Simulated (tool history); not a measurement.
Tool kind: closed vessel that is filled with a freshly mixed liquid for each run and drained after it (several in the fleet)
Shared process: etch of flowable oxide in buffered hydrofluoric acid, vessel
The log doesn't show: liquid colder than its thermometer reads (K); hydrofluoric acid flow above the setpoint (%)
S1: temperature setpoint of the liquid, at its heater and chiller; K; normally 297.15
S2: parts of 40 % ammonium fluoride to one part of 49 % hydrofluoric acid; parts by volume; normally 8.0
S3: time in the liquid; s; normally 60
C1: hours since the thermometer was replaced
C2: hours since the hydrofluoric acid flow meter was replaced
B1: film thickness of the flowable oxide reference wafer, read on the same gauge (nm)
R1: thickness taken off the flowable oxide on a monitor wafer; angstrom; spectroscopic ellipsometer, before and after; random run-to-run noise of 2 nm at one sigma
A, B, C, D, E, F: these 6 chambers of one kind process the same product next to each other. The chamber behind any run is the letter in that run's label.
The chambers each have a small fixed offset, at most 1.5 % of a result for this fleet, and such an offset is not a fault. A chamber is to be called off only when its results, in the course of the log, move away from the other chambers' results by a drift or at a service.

Run 1B, hour 4.5: usual settings; C1 111.8; C2 369.7; B1 70.024. Result: R1 2776.8 angstrom.
Run 2E, hour 10.5: usual settings; C1 237.7; C2 1135.3; B1 70.025. Result: R1 2718.7 angstrom.
Run 3C, hour 17.6: usual settings; C1 1695.1; C2 437.7; B1 69.987. Result: R1 2728.8 angstrom.
Run 4A, hour 25.2: usual settings; C1 1185.5; C2 314.9; B1 70.016. Result: R1 2746.9 angstrom.
Run 5D, hour 29.3: usual settings; C1 1521.2; C2 172.3; B1 70.006. Result: R1 2766.3 angstrom.
Run 6F, hour 35.5: usual settings; C1 2316.4; C2 2079.8; B1 70.018. Result: R1 2787.8 angstrom.
Run 7E, hour 40.2: usual settings; C1 267.4; C2 1165.0; B1 69.986. Result: R1 2717.8 angstrom.
Run 8C, hour 44.2: usual settings but S2 10.5 parts by volume, S3 45 s; C1 1721.7; C2 464.3; B1 70.004. Result: R1 1578.5 angstrom.
Run 9F, hour 51.9: usual settings but S2 10.5 parts by volume, S3 45 s; C1 2332.8; C2 2096.2; B1 69.998. Result: R1 1617.3 angstrom.
Run 10B, hour 59.8: usual settings but S2 10.5 parts by volume, S3 45 s; C1 167.1; C2 425.0; B1 69.969. Result: R1 1601.8 angstrom.
Run 11A, hour 64.1: usual settings but S2 10.5 parts by volume, S3 45 s; C1 1224.4; C2 353.8; B1 69.987. Result: R1 1630.9 angstrom.
Run 12D, hour 69.3: usual settings but S2 10.5 parts by volume, S3 45 s; C1 1561.2; C2 212.3; B1 70.019. Result: R1 1642.0 angstrom.
Run 13F, hour 77.1: usual settings but S2 10.5 parts by volume, S3 45 s; C1 2358.0; C2 2121.4; B1 69.983. Result: R1 1634.5 angstrom.
Run 14B, hour 84.2: usual settings; C1 191.5; C2 449.4; B1 69.987. Result: R1 2749.4 angstrom.
Run 15C, hour 88.8: usual settings but S1 292.15 K, S2 9.5 parts by volume; C1 1766.3; C2 508.9; B1 70.006. Result: R1 1750.5 angstrom.
Run 16E, hour 93.2: usual settings but S1 292.15 K, S2 9.5 parts by volume; C1 320.4; C2 1218.0; B1 70.008. Result: R1 1763.5 angstrom.
Run 17D, hour 98.4: usual settings but S1 292.15 K, S2 9.5 parts by volume; C1 1590.3; C2 241.4; B1 69.993. Result: R1 1767.6 angstrom.
Run 18A, hour 107.1: usual settings but S1 292.15 K, S2 9.5 parts by volume; C1 1267.4; C2 396.8; B1 70.014. Result: R1 1783.8 angstrom.
Run 19B, hour 114.3: usual settings but S1 292.15 K, S2 9.5 parts by volume; C1 221.6; C2 479.5; B1 69.978. Result: R1 1778.4 angstrom.
Run 20E, hour 123.2: usual settings but S1 292.15 K, S2 9.5 parts by volume; C1 350.4; C2 1248.0; B1 69.997. Result: R1 1787.4 angstrom.
Run 21D, hour 129.7: usual settings; C1 1621.6; C2 272.7; B1 69.988. Result: R1 2784.1 angstrom.
Run 22F, hour 136.6: usual settings; C1 2417.5; C2 2180.9; B1 70.003. Result: R1 2763.1 angstrom.
Run 23C, hour 144.8: usual settings; C1 1822.3; C2 564.9; B1 70.009. Result: R1 2722.5 angstrom.
Run 24A, hour 149.7: usual settings; C1 1310.0; C2 439.4; B1 70.011. Result: R1 2752.4 angstrom.
Run 25C, hour 154.5: usual settings; C1 1832.0; C2 574.6; B1 69.978. Result: R1 2714.9 angstrom.
Run 26F, hour 158.5: usual settings; C1 2439.4; C2 2202.8; B1 70.000. Result: R1 2777.0 angstrom.
Run 27B, hour 167.1: usual settings; C1 274.4; C2 532.3; B1 69.993. Result: R1 2738.6 angstrom.
Run 28D, hour 175.0: usual settings; C1 1666.9; C2 318.0; B1 69.992. Result: R1 2766.3 angstrom.
Run 29A, hour 179.4: usual settings; C1 1339.7; C2 469.1; B1 70.002. Result: R1 2714.8 angstrom.
Run 30E, hour 184.0: usual settings but S1 301.65 K, S2 5.5 parts by volume; C1 411.2; C2 1308.8; B1 69.999. Result: R1 4913.2 angstrom.
At hour 185.4: chamber F: thermometer replaced.
Run 31D, hour 191.7: usual settings but S1 301.65 K, S2 5.5 parts by volume; C1 1683.6; C2 334.7; B1 69.990. Result: R1 4944.8 angstrom.
Run 32B, hour 198.3: usual settings but S1 301.65 K, S2 5.5 parts by volume; C1 305.6; C2 563.5; B1 69.976. Result: R1 5014.8 angstrom.
Run 33E, hour 203.9: usual settings but S1 301.65 K, S2 5.5 parts by volume; C1 431.1; C2 1328.7; B1 69.997. Result: R1 4914.7 angstrom.
Run 34C, hour 211.7: usual settings but S1 301.65 K, S2 5.5 parts by volume; C1 1889.2; C2 631.8; B1 69.990. Result: R1 4953.2 angstrom.
Run 35A, hour 216.2: usual settings but S1 301.65 K, S2 5.5 parts by volume; C1 1376.5; C2 505.9; B1 69.995. Result: R1 4992.1 angstrom.
Run 36F, hour 222.9: usual settings; C1 37.5; C2 2267.2; B1 69.987. Result: R1 2836.6 angstrom.
Run 37E, hour 231.5: usual settings; C1 458.7; C2 1356.3; B1 69.970. Result: R1 2729.7 angstrom.
Run 38C, hour 236.3: usual settings; C1 1913.8; C2 656.4; B1 70.008. Result: R1 2715.3 angstrom.
At hour 240.1: chamber D: hydrofluoric acid flow meter replaced.
Run 39B, hour 242.1: usual settings but S2 9.0 parts by volume, S3 30 s; C1 349.4; C2 607.3; B1 70.001. Result: R1 1217.6 angstrom.
Run 40A, hour 249.9: usual settings but S2 9.0 parts by volume, S3 30 s; C1 1410.2; C2 539.6; B1 70.020. Result: R1 1216.4 angstrom.
Run 41D, hour 255.7: usual settings but S2 9.0 parts by volume, S3 30 s; C1 1747.6; C2 15.7; B1 70.014. Result: R1 1203.2 angstrom.
Run 42F, hour 264.4: usual settings but S2 9.0 parts by volume, S3 30 s; C1 79.0; C2 2308.7; B1 70.001. Result: R1 1214.3 angstrom.
Run 43E, hour 270.1: usual settings but S2 9.0 parts by volume, S3 30 s; C1 497.3; C2 1394.9; B1 70.012. Result: R1 1208.5 angstrom.
Run 44F, hour 276.0: usual settings but S2 9.0 parts by volume, S3 30 s; C1 90.6; C2 2320.3; B1 69.983. Result: R1 1233.8 angstrom.

For the next run the whole fleet of 6 chambers uses the same settings. Give each chamber's results:
Run 45A, hour 282.6: usual settings but S3 40 s. Result: R1 ?.
Run 45B, hour 282.6: usual settings but S3 40 s. Result: R1 ?.
Run 45C, hour 282.6: usual settings but S3 40 s. Result: R1 ?.
Run 45D, hour 282.6: usual settings but S3 40 s. Result: R1 ?.
Run 45E, hour 282.6: usual settings but S3 40 s. Result: R1 ?.
Run 45F, hour 282.6: usual settings but S3 40 s. Result: R1 ?.

run      R1
45A  1843.1
45B  1824.2
45C  1818.6
45D  1807.0
45E  1820.6
45F  1857.6

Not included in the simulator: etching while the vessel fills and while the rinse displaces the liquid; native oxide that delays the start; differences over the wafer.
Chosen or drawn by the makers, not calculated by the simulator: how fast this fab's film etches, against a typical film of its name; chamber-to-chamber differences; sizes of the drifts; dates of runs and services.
